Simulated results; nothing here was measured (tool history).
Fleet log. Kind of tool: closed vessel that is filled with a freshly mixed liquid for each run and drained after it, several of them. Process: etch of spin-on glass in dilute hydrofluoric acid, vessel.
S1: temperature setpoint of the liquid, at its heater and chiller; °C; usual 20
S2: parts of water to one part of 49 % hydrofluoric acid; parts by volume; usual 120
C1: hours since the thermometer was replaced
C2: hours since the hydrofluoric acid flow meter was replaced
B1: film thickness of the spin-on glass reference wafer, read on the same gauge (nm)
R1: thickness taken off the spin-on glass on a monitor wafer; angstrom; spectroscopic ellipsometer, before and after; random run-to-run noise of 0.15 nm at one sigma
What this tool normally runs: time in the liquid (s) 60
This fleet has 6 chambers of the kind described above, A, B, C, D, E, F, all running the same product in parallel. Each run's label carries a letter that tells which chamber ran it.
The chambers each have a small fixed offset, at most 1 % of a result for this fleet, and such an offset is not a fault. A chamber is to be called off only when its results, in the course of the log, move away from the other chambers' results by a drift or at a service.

{"run": "1D", "hour": 4.9, "S1": 20, "S2": 120, "time in the liquid (s)": 60, "C1": 1294.5, "C2": 367.9, "B1": 120.0, "R1": 153.09}
{"run": "2A", "hour": 10.4, "S1": 20, "S2": 120, "time in the liquid (s)": 60, "C1": 1768.1, "C2": 1044.5, "B1": 119.99, "R1": 156.77}
{"run": "3F", "hour": 17.1, "S1": 20, "S2": 120, "time in the liquid (s)": 60, "C1": 1478.4, "C2": 55.0, "B1": 120.0, "R1": 157.32}
{"run": "4C", "hour": 23.6, "S1": 20, "S2": 120, "time in the liquid (s)": 60, "C1": 1498.3, "C2": 341.1, "B1": 119.98, "R1": 156.04}
{"run": "5E", "hour": 28.3, "S1": 20, "S2": 120, "time in the liquid (s)": 60, "C1": 1231.7, "C2": 319.8, "B1": 119.98, "R1": 155.6}
{"run": "6B", "hour": 35.2, "S1": 20, "S2": 120, "time in the liquid (s)": 60, "C1": 517.7, "C2": 1225.0, "B1": 120.01, "R1": 154.75}
{"run": "7D", "hour": 40.7, "S1": 20, "S2": 120, "time in the liquid (s)": 60, "C1": 1330.3, "C2": 403.7, "B1": 120.0, "R1": 154.75}
{"run": "8A", "hour": 44.1, "S1": 20, "S2": 120, "time in the liquid (s)": 60, "C1": 1801.8, "C2": 1078.2, "B1": 120.0, "R1": 156.13}
{"run": "9C", "hour": 50.1, "S1": 20, "S2": 120, "time in the liquid (s)": 35, "C1": 1524.8, "C2": 367.6, "B1": 120.0, "R1": 91.335}
{"run": "10E", "hour": 56.6, "S1": 20, "S2": 120, "time in the liquid (s)": 35, "C1": 1260.0, "C2": 348.1, "B1": 120.0, "R1": 91.015}
{"run": "11B", "hour": 64.2, "S1": 20, "S2": 120, "time in the liquid (s)": 35, "C1": 546.7, "C2": 1254.0, "B1": 120.0, "R1": 90.418}
{"run": "12F", "hour": 69.2, "S1": 20, "S2": 120, "time in the liquid (s)": 35, "C1": 1530.5, "C2": 107.1, "B1": 119.99, "R1": 89.767}
{"run": "13D", "hour": 75.2, "S1": 20, "S2": 120, "time in the liquid (s)": 35, "C1": 1364.8, "C2": 438.2, "B1": 120.0, "R1": 89.997}
{"run": "14E", "hour": 81.0, "S1": 20, "S2": 120, "time in the liquid (s)": 35, "C1": 1284.4, "C2": 372.5, "B1": 120.0, "R1": 89.715}
{"run": "15F", "hour": 86.5, "S1": 20, "S2": 120, "time in the liquid (s)": 60, "C1": 1547.8, "C2": 124.4, "B1": 120.03, "R1": 155.98}
{"run": "16B", "hour": 93.5, "S1": 20, "S2": 120, "time in the liquid (s)": 45, "C1": 576.0, "C2": 1283.3, "B1": 119.99, "R1": 117.56}
{"run": "17A", "hour": 100.6, "S1": 20, "S2": 120, "time in the liquid (s)": 45, "C1": 1858.3, "C2": 1134.7, "B1": 120.01, "R1": 117.05}
{"run": "18C", "hour": 104.7, "S1": 20, "S2": 120, "time in the liquid (s)": 45, "C1": 1579.4, "C2": 422.2, "B1": 120.0, "R1": 114.5}
{"run": "19B", "hour": 108.6, "S1": 20, "S2": 120, "time in the liquid (s)": 45, "C1": 591.1, "C2": 1298.4, "B1": 120.0, "R1": 116.99}
{"run": "20E", "hour": 114.3, "S1": 20, "S2": 120, "time in the liquid (s)": 45, "C1": 1317.7, "C2": 405.8, "B1": 120.0, "R1": 115.99}
{"run": "21A", "hour": 121.3, "S1": 20, "S2": 120, "time in the liquid (s)": 45, "C1": 1879.0, "C2": 1155.4, "B1": 119.98, "R1": 115.53}
{"hour": 125.7, "done": "chamber A: thermometer replaced"}
{"run": "22D", "hour": 128.3, "S1": 20, "S2": 120, "time in the liquid (s)": 60, "C1": 1417.9, "C2": 491.3, "B1": 120.01, "R1": 154.72}
{"run": "23C", "hour": 135.8, "S1": 20, "S2": 120, "time in the liquid (s)": 60, "C1": 1610.5, "C2": 453.3, "B1": 120.0, "R1": 154.29}
{"run": "24F", "hour": 139.5, "S1": 20, "S2": 120, "time in the liquid (s)": 60, "C1": 1600.8, "C2": 177.4, "B1": 120.01, "R1": 153.5}
{"run": "25C", "hour": 146.7, "S1": 20, "S2": 120, "time in the liquid (s)": 60, "C1": 1621.4, "C2": 464.2, "B1": 120.02, "R1": 157.28}
{"run": "26A", "hour": 152.8, "S1": 20, "S2": 120, "time in the liquid (s)": 60, "C1": 27.2, "C2": 1186.9, "B1": 119.99, "R1": 154.1}
{"run": "27D", "hour": 158.6, "S1": 18, "S2": 120, "time in the liquid (s)": 60, "C1": 1448.2, "C2": 521.6, "B1": 120.0, "R1": 141.14}
{"hour": 163.0, "done": "chamber C: hydrofluoric acid flow meter replaced"}
{"run": "28B", "hour": 165.2, "S1": 18, "S2": 120, "time in the liquid (s)": 60, "C1": 647.7, "C2": 1355.0, "B1": 119.99, "R1": 149.5}
{"hour": 166.2, "done": "chamber B: hydrofluoric acid flow meter replaced"}
{"run": "29F", "hour": 168.7, "S1": 18, "S2": 120, "time in the liquid (s)": 60, "C1": 1630.0, "C2": 206.6, "B1": 120.01, "R1": 142.17}
{"run": "30E", "hour": 172.5, "S1": 18, "S2": 120, "time in the liquid (s)": 60, "C1": 1375.9, "C2": 464.0, "B1": 119.99, "R1": 143.35}
{"run": "31B", "hour": 177.2, "S1": 18, "S2": 120, "time in the liquid (s)": 60, "C1": 659.7, "C2": 11.0, "B1": 120.01, "R1": 149.02}
{"hour": 181.9, "done": "chamber E: hydrofluoric acid flow meter replaced"}
{"run": "32D", "hour": 182.8, "S1": 18, "S2": 120, "time in the liquid (s)": 60, "C1": 1472.4, "C2": 545.8, "B1": 120.0, "R1": 138.39}
{"run": "33E", "hour": 188.1, "S1": 20, "S2": 120, "time in the liquid (s)": 60, "C1": 1391.5, "C2": 6.3, "B1": 120.0, "R1": 153.57}
{"run": "34C", "hour": 191.8, "S1": 20, "S2": 120, "time in the liquid (s)": 60, "C1": 1666.5, "C2": 28.9, "B1": 120.02, "R1": 154.51}
{"run": "35F", "hour": 197.0, "S1": 20, "S2": 120, "time in the liquid (s)": 60, "C1": 1658.3, "C2": 234.9, "B1": 119.98, "R1": 158.37}
{"hour": 203.3, "done": "chamber F: thermometer replaced"}
{"run": "36A", "hour": 203.6, "S1": 20, "S2": 120, "time in the liquid (s)": 60, "C1": 78.0, "C2": 1237.7, "B1": 120.01, "R1": 152.4}
{"run": "37F", "hour": 210.9, "S1": 20, "S2": 120, "time in the liquid (s)": 60, "C1": 7.7, "C2": 248.8, "B1": 120.0, "R1": 155.61}

Does one chamber stand apart from the rest, does the shared gauge drift, or is all well apart from small per-chamber offsets? Give the chamber and the most likely cause, where there is one.

It is chamber B that slowly wanders off from its peers.
Likeliest cause: liquid hotter than its thermometer reads (K) = 2.01.

Chamber B could run next with any of the 4 candidate recipes listed below; each alters the usual settings, and their results appear as question marks. Which one brings its results back in line with what the other chambers deliver on the usual settings?
A result is in line if it is within this distance of the other chambers' mean on the usual settings: R1 5.300 angstrom
{"run": "38B-1", "hour": 216.4, "S1": 23.5, "S2": 120, "time in the liquid (s)": 60, "R1": "?"}
{"run": "38B-2", "hour": 216.4, "S1": 20.0, "S2": 125, "time in the liquid (s)": 55, "R1": "?"}
{"run": "38B-3", "hour": 216.4, "S1": 20.0, "S2": 120, "time in the liquid (s)": 55, "R1": "?"}
{"run": "38B-4", "hour": 216.4, "S1": 22.0, "S2": 120, "time in the liquid (s)": 60, "R1": "?"}

The mean the other chambers reach with the usual settings: R1 154.980 angstrom
run=38B-1 R1=193.910
run=38B-2 R1=147.720
run=38B-3 R1=154.640
run=38B-4 R1=182.750
38B-3 puts the chamber back in line with the other chambers.

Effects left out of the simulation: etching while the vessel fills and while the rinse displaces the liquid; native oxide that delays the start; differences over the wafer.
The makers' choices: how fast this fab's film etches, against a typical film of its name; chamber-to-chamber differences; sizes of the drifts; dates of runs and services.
